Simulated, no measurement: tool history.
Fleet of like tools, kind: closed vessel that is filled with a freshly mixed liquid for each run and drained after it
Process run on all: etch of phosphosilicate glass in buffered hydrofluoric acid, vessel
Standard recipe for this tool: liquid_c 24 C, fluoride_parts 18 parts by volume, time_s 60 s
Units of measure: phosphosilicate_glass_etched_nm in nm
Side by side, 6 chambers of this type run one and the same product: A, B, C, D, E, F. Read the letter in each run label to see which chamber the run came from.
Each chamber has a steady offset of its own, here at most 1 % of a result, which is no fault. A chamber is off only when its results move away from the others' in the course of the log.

| run | hour | liquid_c | fluoride_parts | time_s | read-back film thickness of the phosphosilicate glass reference wafer, read on the same gauge (nm) | phosphosilicate_glass_etched_nm |
|---|---|---|---|---|---|---|
| 1F | 3.8 | 24 | 18 | 60 | 140.01 | 121.08 |
| 2E | 7.4 | 24 | 18 | 60 | 140.02 | 118.77 |
| 3C | 10.9 | 24 | 18 | 60 | 139.99 | 119.97 |
| 4A | 14.3 | 24 | 18 | 60 | 140.02 | 118.52 |
| 5B | 18.3 | 24 | 18 | 60 | 140.01 | 118.14 |
| 6D | 24 | 24 | 18 | 60 | 140 | 118.74 |
| 7D | 29.3 | 24 | 18 | 60 | 139.99 | 119.84 |
| 8F | 33.7 | 24 | 18 | 60 | 139.96 | 116.84 |
| 9B | 37.4 | 24 | 18 | 60 | 139.98 | 119.07 |
| 10E | 41 | 24 | 18 | 60 | 140.04 | 119.64 |
| 11C | 46.7 | 24 | 18 | 60 | 139.98 | 118.45 |
| 12A | 51 | 24 | 18 | 60 | 139.99 | 119.87 |
| 13D | 56.3 | 24 | 18 | 60 | 140 | 117.03 |
| 14E | 59.3 | 24 | 18 | 60 | 139.99 | 118.64 |
| 15B | 64.6 | 24 | 18 | 60 | 139.99 | 119.09 |
| 16C | 69.8 | 24 | 18 | 60 | 140 | 116.35 |
| 17A | 72.8 | 24 | 18 | 60 | 140.02 | 118.66 |
| 18F | 78.2 | 24 | 18 | 60 | 139.97 | 118.93 |
| 19B | 84.2 | 24 | 18 | 60 | 140.03 | 117.84 |
| 20F | 90.1 | 24 | 18 | 60 | 139.98 | 118.08 |
| 21E | 95.8 | 24 | 18 | 60 | 140.04 | 119.18 |
| 22A | 100.7 | 24 | 18 | 60 | 140 | 117.57 |
| 23C | 103.5 | 24 | 18 | 60 | 139.97 | 115.01 |
| 24D | 107 | 24 | 18 | 60 | 139.99 | 118.06 |
| 25A | 110.8 | 20.5 | 18 | 80 | 139.98 | 130.78 |
| 26D | 116.6 | 20.5 | 18 | 80 | 140.02 | 129.29 |
| 27C | 122.1 | 20.5 | 18 | 80 | 139.99 | 124.16 |
| 28B | 125.2 | 20.5 | 18 | 80 | 140.02 | 131.12 |
| 29F | 128.2 | 20.5 | 18 | 80 | 140 | 133.64 |
| 30E | 131.2 | 20.5 | 18 | 80 | 139.99 | 130.36 |
| 31B | 135.8 | 24 | 18 | 60 | 139.99 | 118.73 |
| 32A | 141.1 | 24 | 18 | 60 | 140.03 | 119.59 |
| 33F | 144.8 | 24 | 18 | 60 | 140.01 | 118.06 |
| 34C | 148.2 | 24 | 18 | 60 | 140 | 112.02 |
| 35D | 150.9 | 24 | 18 | 60 | 140 | 120.41 |
| 36E | 154.5 | 24 | 18 | 60 | 140 | 118.82 |
| 37F | 158.4 | 24 | 18 | 60 | 140.02 | 118.84 |
| 38A | 161.5 | 20 | 23.5 | 60 | 139.99 | 77.277 |

Read the log: is a single chamber off, either drifting away or since a service, is the gauge that measures every chamber drifting, or is nothing wrong beyond small per-chamber offsets? Name any odd chamber and what most likely caused it.

Little by little, chamber C moves away from the other chambers.
What lies behind it: liquid colder than its thermometer reads (K) = 1.42.
The log might look much the same if the cause were instead: hydrofluoric acid flow below the setpoint (%).

Here are 4 candidates for chamber C's next run, each the usual settings with a change, their results left as question marks. Which one brings its results back in line with what the others give on the usual settings?
Allowed miss from the other chambers' usual-settings mean, per result, to count as in line: phosphosilicate_glass_etched_nm 3.7 nm
| 39C-1 | 165.9 | 23.5 | 19 | 60 |  | ? |
| 39C-2 | 165.9 | 24.5 | 17 | 65 |  | ? |
| 39C-3 | 165.9 | 25.5 | 18 | 60 |  | ? |
| 39C-4 | 165.9 | 24 | 21.5 | 60 |  | ? |

Average result of the remaining chambers running the usual settings: phosphosilicate_glass_etched_nm 118.94 nm
| run | phosphosilicate_glass_etched_nm |
|---|---|
| 39C-1 | 100.92 |
| 39C-2 | 128.79 |
| 39C-3 | 118.81 |
| 39C-4 | 93.92 |
The right change is 39C-3: it brings the chamber back within the allowed miss of the others.

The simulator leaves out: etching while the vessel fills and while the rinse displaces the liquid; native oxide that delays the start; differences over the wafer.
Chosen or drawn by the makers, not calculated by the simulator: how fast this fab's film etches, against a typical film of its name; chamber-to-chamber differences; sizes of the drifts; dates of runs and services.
